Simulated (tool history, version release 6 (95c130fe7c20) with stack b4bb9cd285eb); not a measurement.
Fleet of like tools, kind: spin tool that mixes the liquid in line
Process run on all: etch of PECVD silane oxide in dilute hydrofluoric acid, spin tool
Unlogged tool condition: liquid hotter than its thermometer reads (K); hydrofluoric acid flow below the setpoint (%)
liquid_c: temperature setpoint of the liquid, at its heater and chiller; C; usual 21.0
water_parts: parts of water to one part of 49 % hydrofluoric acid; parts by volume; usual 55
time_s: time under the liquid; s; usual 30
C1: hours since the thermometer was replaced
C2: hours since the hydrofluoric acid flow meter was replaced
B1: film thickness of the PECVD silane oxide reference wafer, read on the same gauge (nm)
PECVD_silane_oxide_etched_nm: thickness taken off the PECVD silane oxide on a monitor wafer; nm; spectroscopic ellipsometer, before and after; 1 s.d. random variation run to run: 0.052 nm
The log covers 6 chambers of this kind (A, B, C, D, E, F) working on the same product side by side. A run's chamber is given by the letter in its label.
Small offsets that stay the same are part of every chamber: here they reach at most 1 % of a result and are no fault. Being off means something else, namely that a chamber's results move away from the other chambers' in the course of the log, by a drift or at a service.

{"run": "1C", "day": 0.554, "liquid_c": 21.0, "water_parts": 55, "time_s": 30, "C1": 2030.2, "C2": 48.8, "B1": 99.997, "PECVD_silane_oxide_etched_nm": 12.343}
{"day": 0.821, "done": "chamber A: thermometer replaced"}
{"run": "2F", "day": 0.875, "liquid_c": 21.0, "water_parts": 55, "time_s": 30, "C1": 585.0, "C2": 1204.7, "B1": 99.966, "PECVD_silane_oxide_etched_nm": 12.278}
{"run": "3B", "day": 1.267, "liquid_c": 21.0, "water_parts": 55, "time_s": 30, "C1": 1388.3, "C2": 1592.3, "B1": 99.998, "PECVD_silane_oxide_etched_nm": 12.512}
{"run": "4A", "day": 1.629, "liquid_c": 21.0, "water_parts": 55, "time_s": 30, "C1": 19.5, "C2": 152.8, "B1": 100.03, "PECVD_silane_oxide_etched_nm": 12.312}
{"run": "5E", "day": 2.271, "liquid_c": 21.0, "water_parts": 55, "time_s": 30, "C1": 2500.8, "C2": 303.5, "B1": 100.02, "PECVD_silane_oxide_etched_nm": 12.464}
{"run": "6D", "day": 2.629, "liquid_c": 21.0, "water_parts": 55, "time_s": 30, "C1": 283.8, "C2": 2002.6, "B1": 100.02, "PECVD_silane_oxide_etched_nm": 12.509}
{"run": "7E", "day": 3.033, "liquid_c": 21.0, "water_parts": 55, "time_s": 30, "C1": 2519.1, "C2": 321.8, "B1": 99.998, "PECVD_silane_oxide_etched_nm": 12.488}
{"run": "8C", "day": 3.538, "liquid_c": 21.0, "water_parts": 55, "time_s": 30, "C1": 2101.8, "C2": 120.4, "B1": 100.03, "PECVD_silane_oxide_etched_nm": 12.409}
{"day": 3.9, "done": "chamber F: thermometer replaced"}
{"run": "9D", "day": 4.204, "liquid_c": 21.0, "water_parts": 55, "time_s": 30, "C1": 321.6, "C2": 2040.4, "B1": 100.01, "PECVD_silane_oxide_etched_nm": 12.452}
{"run": "10B", "day": 4.825, "liquid_c": 21.0, "water_parts": 55, "time_s": 30, "C1": 1473.7, "C2": 1677.7, "B1": 99.945, "PECVD_silane_oxide_etched_nm": 12.516}
{"run": "11A", "day": 5.408, "liquid_c": 21.0, "water_parts": 55, "time_s": 30, "C1": 110.2, "C2": 243.5, "B1": 100.01, "PECVD_silane_oxide_etched_nm": 12.372}
{"day": 5.917, "done": "chamber C: thermometer replaced"}
{"run": "12F", "day": 6.079, "liquid_c": 25.5, "water_parts": 55, "time_s": 25, "C1": 52.4, "C2": 1329.6, "B1": 99.98, "PECVD_silane_oxide_etched_nm": 12.236}
{"day": 6.429, "done": "chamber B: hydrofluoric acid flow meter replaced"}
{"run": "13A", "day": 6.521, "liquid_c": 25.5, "water_parts": 55, "time_s": 25, "C1": 136.9, "C2": 270.2, "B1": 99.987, "PECVD_silane_oxide_etched_nm": 12.272}
{"run": "14B", "day": 6.888, "liquid_c": 25.5, "water_parts": 55, "time_s": 25, "C1": 1523.2, "C2": 11.1, "B1": 100.01, "PECVD_silane_oxide_etched_nm": 12.553}
{"run": "15F", "day": 7.338, "liquid_c": 25.5, "water_parts": 55, "time_s": 25, "C1": 82.6, "C2": 1359.8, "B1": 99.978, "PECVD_silane_oxide_etched_nm": 12.405}
{"run": "16D", "day": 7.712, "liquid_c": 25.5, "water_parts": 55, "time_s": 25, "C1": 405.8, "C2": 2124.6, "B1": 99.972, "PECVD_silane_oxide_etched_nm": 12.427}
{"run": "17C", "day": 8.167, "liquid_c": 25.5, "water_parts": 55, "time_s": 25, "C1": 54.0, "C2": 231.5, "B1": 99.988, "PECVD_silane_oxide_etched_nm": 12.333}
{"run": "18E", "day": 8.754, "liquid_c": 25.5, "water_parts": 35, "time_s": 30, "C1": 2656.4, "C2": 459.1, "B1": 99.99, "PECVD_silane_oxide_etched_nm": 24.52}
{"run": "19B", "day": 9.225, "liquid_c": 25.5, "water_parts": 35, "time_s": 30, "C1": 1579.3, "C2": 67.2, "B1": 100.02, "PECVD_silane_oxide_etched_nm": 24.202}
{"run": "20F", "day": 9.654, "liquid_c": 25.5, "water_parts": 35, "time_s": 30, "C1": 138.2, "C2": 1415.4, "B1": 99.996, "PECVD_silane_oxide_etched_nm": 23.878}
{"run": "21E", "day": 9.971, "liquid_c": 25.5, "water_parts": 35, "time_s": 30, "C1": 2685.6, "C2": 488.3, "B1": 100.01, "PECVD_silane_oxide_etched_nm": 24.403}
{"run": "22D", "day": 10.442, "liquid_c": 25.5, "water_parts": 35, "time_s": 30, "C1": 471.3, "C2": 2190.1, "B1": 99.974, "PECVD_silane_oxide_etched_nm": 23.995}
{"run": "23C", "day": 10.762, "liquid_c": 25.5, "water_parts": 35, "time_s": 30, "C1": 116.3, "C2": 293.8, "B1": 100.02, "PECVD_silane_oxide_etched_nm": 23.871}
{"run": "24A", "day": 11.321, "liquid_c": 21.0, "water_parts": 55, "time_s": 30, "C1": 252.1, "C2": 385.4, "B1": 99.984, "PECVD_silane_oxide_etched_nm": 12.272}
{"run": "25A", "day": 11.829, "liquid_c": 21.0, "water_parts": 55, "time_s": 30, "C1": 264.3, "C2": 397.6, "B1": 100.04, "PECVD_silane_oxide_etched_nm": 12.252}
{"run": "26E", "day": 12.446, "liquid_c": 21.0, "water_parts": 55, "time_s": 30, "C1": 2745.0, "C2": 547.7, "B1": 99.996, "PECVD_silane_oxide_etched_nm": 12.478}
{"run": "27F", "day": 12.796, "liquid_c": 21.0, "water_parts": 55, "time_s": 30, "C1": 213.6, "C2": 1490.8, "B1": 99.979, "PECVD_silane_oxide_etched_nm": 12.227}
{"run": "28D", "day": 13.342, "liquid_c": 21.0, "water_parts": 55, "time_s": 30, "C1": 540.9, "C2": 2259.7, "B1": 99.985, "PECVD_silane_oxide_etched_nm": 12.385}
{"run": "29C", "day": 13.992, "liquid_c": 21.0, "water_parts": 55, "time_s": 30, "C1": 193.8, "C2": 371.3, "B1": 99.99, "PECVD_silane_oxide_etched_nm": 12.402}
{"run": "30B", "day": 14.342, "liquid_c": 21.0, "water_parts": 55, "time_s": 30, "C1": 1702.1, "C2": 190.0, "B1": 99.956, "PECVD_silane_oxide_etched_nm": 12.485}
{"run": "31A", "day": 14.654, "liquid_c": 21.0, "water_parts": 55, "time_s": 30, "C1": 332.1, "C2": 465.4, "B1": 99.983, "PECVD_silane_oxide_etched_nm": 12.319}
{"run": "32B", "day": 15.288, "liquid_c": 21.0, "water_parts": 55, "time_s": 30, "C1": 1724.8, "C2": 212.7, "B1": 100.0, "PECVD_silane_oxide_etched_nm": 12.585}
{"run": "33C", "day": 15.662, "liquid_c": 17.0, "water_parts": 55, "time_s": 30, "C1": 233.9, "C2": 411.4, "B1": 100.02, "PECVD_silane_oxide_etched_nm": 10.473}
{"run": "34D", "day": 15.996, "liquid_c": 17.0, "water_parts": 55, "time_s": 30, "C1": 604.6, "C2": 2323.4, "B1": 100.02, "PECVD_silane_oxide_etched_nm": 10.4}
{"day": 16.292, "done": "chamber D: hydrofluoric acid flow meter replaced"}
{"run": "35E", "day": 16.508, "liquid_c": 17.0, "water_parts": 55, "time_s": 30, "C1": 2842.5, "C2": 645.2, "B1": 99.981, "PECVD_silane_oxide_etched_nm": 10.505}
{"run": "36F", "day": 16.842, "liquid_c": 17.0, "water_parts": 55, "time_s": 30, "C1": 310.7, "C2": 1587.9, "B1": 99.988, "PECVD_silane_oxide_etched_nm": 10.344}
{"run": "37C", "day": 17.458, "liquid_c": 17.0, "water_parts": 55, "time_s": 30, "C1": 277.0, "C2": 454.5, "B1": 99.99, "PECVD_silane_oxide_etched_nm": 10.438}
{"run": "38F", "day": 18.088, "liquid_c": 17.0, "water_parts": 55, "time_s": 30, "C1": 340.6, "C2": 1617.8, "B1": 100.02, "PECVD_silane_oxide_etched_nm": 10.366}
{"day": 18.1, "done": "chamber E: thermometer replaced"}
{"run": "39E", "day": 18.604, "liquid_c": 21.0, "water_parts": 55, "time_s": 30, "C1": 12.2, "C2": 695.5, "B1": 100.04, "PECVD_silane_oxide_etched_nm": 12.409}
{"run": "40B", "day": 19.067, "liquid_c": 19.0, "water_parts": 25, "time_s": 30, "C1": 1815.5, "C2": 303.4, "B1": 100.04, "PECVD_silane_oxide_etched_nm": 26.329}
{"run": "41A", "day": 19.542, "liquid_c": 19.0, "water_parts": 25, "time_s": 30, "C1": 449.4, "C2": 582.7, "B1": 100.0, "PECVD_silane_oxide_etched_nm": 25.317}
{"run": "42D", "day": 19.888, "liquid_c": 19.0, "water_parts": 25, "time_s": 30, "C1": 698.0, "C2": 86.3, "B1": 100.02, "PECVD_silane_oxide_etched_nm": 25.623}

All 6 chambers run these settings next. Forecast each chamber's results:
{"run": "43A", "day": 20.367, "liquid_c": 21.0, "water_parts": 55, "time_s": 30, "PECVD_silane_oxide_etched_nm": "?"}
{"run": "43B", "day": 20.367, "liquid_c": 21.0, "water_parts": 55, "time_s": 30, "PECVD_silane_oxide_etched_nm": "?"}
{"run": "43C", "day": 20.367, "liquid_c": 21.0, "water_parts": 55, "time_s": 30, "PECVD_silane_oxide_etched_nm": "?"}
{"run": "43D", "day": 20.367, "liquid_c": 21.0, "water_parts": 55, "time_s": 30, "PECVD_silane_oxide_etched_nm": "?"}
{"run": "43E", "day": 20.367, "liquid_c": 21.0, "water_parts": 55, "time_s": 30, "PECVD_silane_oxide_etched_nm": "?"}
{"run": "43F", "day": 20.367, "liquid_c": 21.0, "water_parts": 55, "time_s": 30, "PECVD_silane_oxide_etched_nm": "?"}

run=43A PECVD_silane_oxide_etched_nm=12.287
run=43B PECVD_silane_oxide_etched_nm=12.524
run=43C PECVD_silane_oxide_etched_nm=12.264
run=43D PECVD_silane_oxide_etched_nm=12.514
run=43E PECVD_silane_oxide_etched_nm=12.546
run=43F PECVD_silane_oxide_etched_nm=12.271
